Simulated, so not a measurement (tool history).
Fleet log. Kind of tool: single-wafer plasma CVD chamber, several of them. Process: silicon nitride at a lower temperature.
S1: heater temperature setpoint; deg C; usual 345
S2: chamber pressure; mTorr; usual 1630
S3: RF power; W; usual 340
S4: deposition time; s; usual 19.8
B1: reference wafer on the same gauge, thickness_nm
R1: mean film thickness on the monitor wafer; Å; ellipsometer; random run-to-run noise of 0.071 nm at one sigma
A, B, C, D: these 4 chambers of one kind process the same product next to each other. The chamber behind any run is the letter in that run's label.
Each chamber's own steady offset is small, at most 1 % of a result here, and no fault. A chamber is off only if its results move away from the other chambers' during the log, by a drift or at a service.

run,day,S1,S2,S3,S4,B1,R1
1B,0.375,345,1630,340,19.8,22.094,255.06
2C,0.704,345,1630,340,19.8,22.081,255.01
3A,1.038,345,1630,340,19.8,22.103,254.34
4D,1.333,345,1630,340,19.8,22.123,252.96
5C,1.675,345,1630,340,19.8,22.103,255.24
6A,2.154,345,1630,340,19.8,22.111,254.90
7D,2.600,345,1630,340,19.8,22.092,253.08
8B,3.033,345,1630,340,19.8,22.104,255.81
9D,3.688,345,1630,340,19.8,22.113,253.44
10C,4.333,345,1630,340,19.8,22.109,255.49
11B,4.867,345,1630,340,19.8,22.097,255.00
12A,5.154,345,1630,340,19.8,22.109,254.56
13D,5.800,345,1630,340,19.8,22.096,253.08
14C,6.192,345,1630,340,19.8,22.114,255.30
15B,6.829,345,1630,340,19.8,22.098,256.27
# day 6.862: chamber D: capacitance manometer re-zeroed and calibrated
16A,7.388,345,1630,400,19.8,22.106,281.82
17B,7.838,345,1630,400,19.8,22.114,281.56
18C,8.421,345,1630,400,19.8,22.119,282.59
19A,8.950,345,1630,400,19.8,22.095,281.78
20D,9.454,345,1630,340,19.8,22.095,253.46
21A,9.925,356,1630,340,18.0,22.110,230.80
22D,10.542,356,1630,340,18.0,22.090,228.53
23C,11.050,356,1630,340,18.0,22.091,231.56
24B,11.338,356,1630,340,18.0,22.113,231.97
25C,11.917,345,1630,340,19.8,22.095,255.46
26B,12.438,345,1630,340,19.8,22.113,255.38
27A,12.783,345,1630,365,19.8,22.085,265.96
28D,13.162,345,1630,365,19.8,22.108,264.78
29D,13.612,345,1630,365,19.8,22.098,264.89
30B,14.108,345,1630,365,19.8,22.103,267.43
31A,14.508,345,1630,340,19.8,22.112,254.39
32C,14.938,345,1630,340,19.8,22.096,255.39
33C,15.571,345,1630,340,19.8,22.089,256.79
34A,16.158,345,1630,340,19.8,22.088,255.26
35B,16.767,345,1630,340,19.8,22.106,256.95
36D,17.196,345,1630,340,19.8,22.102,252.59
37B,17.675,345,1630,340,19.8,22.119,256.17
# day 17.821: chamber D: RF generator calibrated
38D,18.038,345,1630,340,19.8,22.090,252.11

For the next run the whole fleet of 4 chambers uses the same settings. Give each chamber's results:
39A,18.512,357,1630,340,19.8,,?
39B,18.512,357,1630,340,19.8,,?
39C,18.512,357,1630,340,19.8,,?
39D,18.512,357,1630,340,19.8,,?

run,R1
39A,253.04
39B,255.52
39C,254.88
39D,251.84
